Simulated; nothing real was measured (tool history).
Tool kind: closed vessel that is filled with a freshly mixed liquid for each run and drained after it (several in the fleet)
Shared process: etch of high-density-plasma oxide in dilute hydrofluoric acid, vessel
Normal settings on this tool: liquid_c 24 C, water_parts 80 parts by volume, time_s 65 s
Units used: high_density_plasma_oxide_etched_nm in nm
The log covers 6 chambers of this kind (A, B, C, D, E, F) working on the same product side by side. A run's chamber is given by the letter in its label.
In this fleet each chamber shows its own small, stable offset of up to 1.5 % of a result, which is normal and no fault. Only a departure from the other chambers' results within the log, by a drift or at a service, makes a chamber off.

run,day,liquid_c,water_parts,time_s,"read-back film thickness of the high-density-plasma oxide reference wafer, read on the same gauge (nm)",high_density_plasma_oxide_etched_nm
1C,0.412,24,80,65,60.007,8.2562
2B,0.738,24,80,65,60.009,8.3889
3E,0.95,24,80,65,60.012,8.1482
4F,1.367,24,80,65,59.991,8.1072
# day 1.433: chamber A: hydrofluoric acid flow meter replaced
5A,1.788,24,80,65,60.006,8.1523
6D,2.046,24,80,65,59.985,8.2398
7E,2.512,24,80,65,59.983,8.2344
8D,2.942,24,80,65,59.993,8.2093
9B,3.162,24,80,65,59.996,8.1667
10A,3.396,24,80,65,60.008,8.3756
11F,3.683,24,80,65,59.982,8.1285
12C,3.921,24,80,65,60.015,8.2181
13B,4.242,21,80,45,60.009,5.1271
# day 4.508: chamber F: hydrofluoric acid flow meter replaced
14F,4.625,21,80,45,59.995,4.9907
15C,4.979,21,80,45,60.004,4.9965
16A,5.412,21,80,45,59.984,5.1327
17D,5.679,21,80,45,60.009,5.0639
18E,5.95,21,80,45,59.997,5.1349
19A,6.212,24,80,65,59.99,8.3205
20B,6.517,24,80,65,60.024,8.1199
21E,6.967,24,80,65,59.99,8.3741
22D,7.283,24,80,65,60.001,8.2663
23F,7.654,22,80,65,60.016,7.4058
24C,8.083,22,80,65,60.019,7.4832
25F,8.362,22,80,65,60.019,7.5071
26C,8.738,22,80,65,60.002,7.4891
27E,9.05,22,80,65,60.027,7.8183
28A,9.338,22,80,65,59.977,7.6711
29D,9.646,24,80,65,59.995,8.1437
30B,9.867,24,80,65,59.999,8.2825
31A,10.096,24,80,65,60.011,8.3733
32F,10.429,24,80,65,60.01,8.0344
33E,10.742,24,80,65,59.993,8.5533
34D,11.029,24,80,65,59.982,8.3922
35B,11.25,24,80,65,59.986,8.4006
36C,11.542,24,80,65,60.008,8.1712
37C,11.767,24,80,65,59.991,8.0996
38B,12.075,24,80,65,59.997,8.3742
39E,12.462,24,80,65,59.985,8.6601
40F,12.783,24,80,65,60.012,8.0536
41A,13.188,24,80,65,60.012,8.4485
42D,13.567,24,80,65,59.967,8.1266
43B,13.962,24,80,65,60.015,8.3014

All 6 chambers run these settings next. Forecast each chamber's results:
44A,14.304,24,80,65,,?
44B,14.304,24,80,65,,?
44C,14.304,24,80,65,,?
44D,14.304,24,80,65,,?
44E,14.304,24,80,65,,?
44F,14.304,24,80,65,,?

run,high_density_plasma_oxide_etched_nm
44A,8.3998
44B,8.3462
44C,8.0703
44D,8.3603
44E,8.6144
44F,7.9766
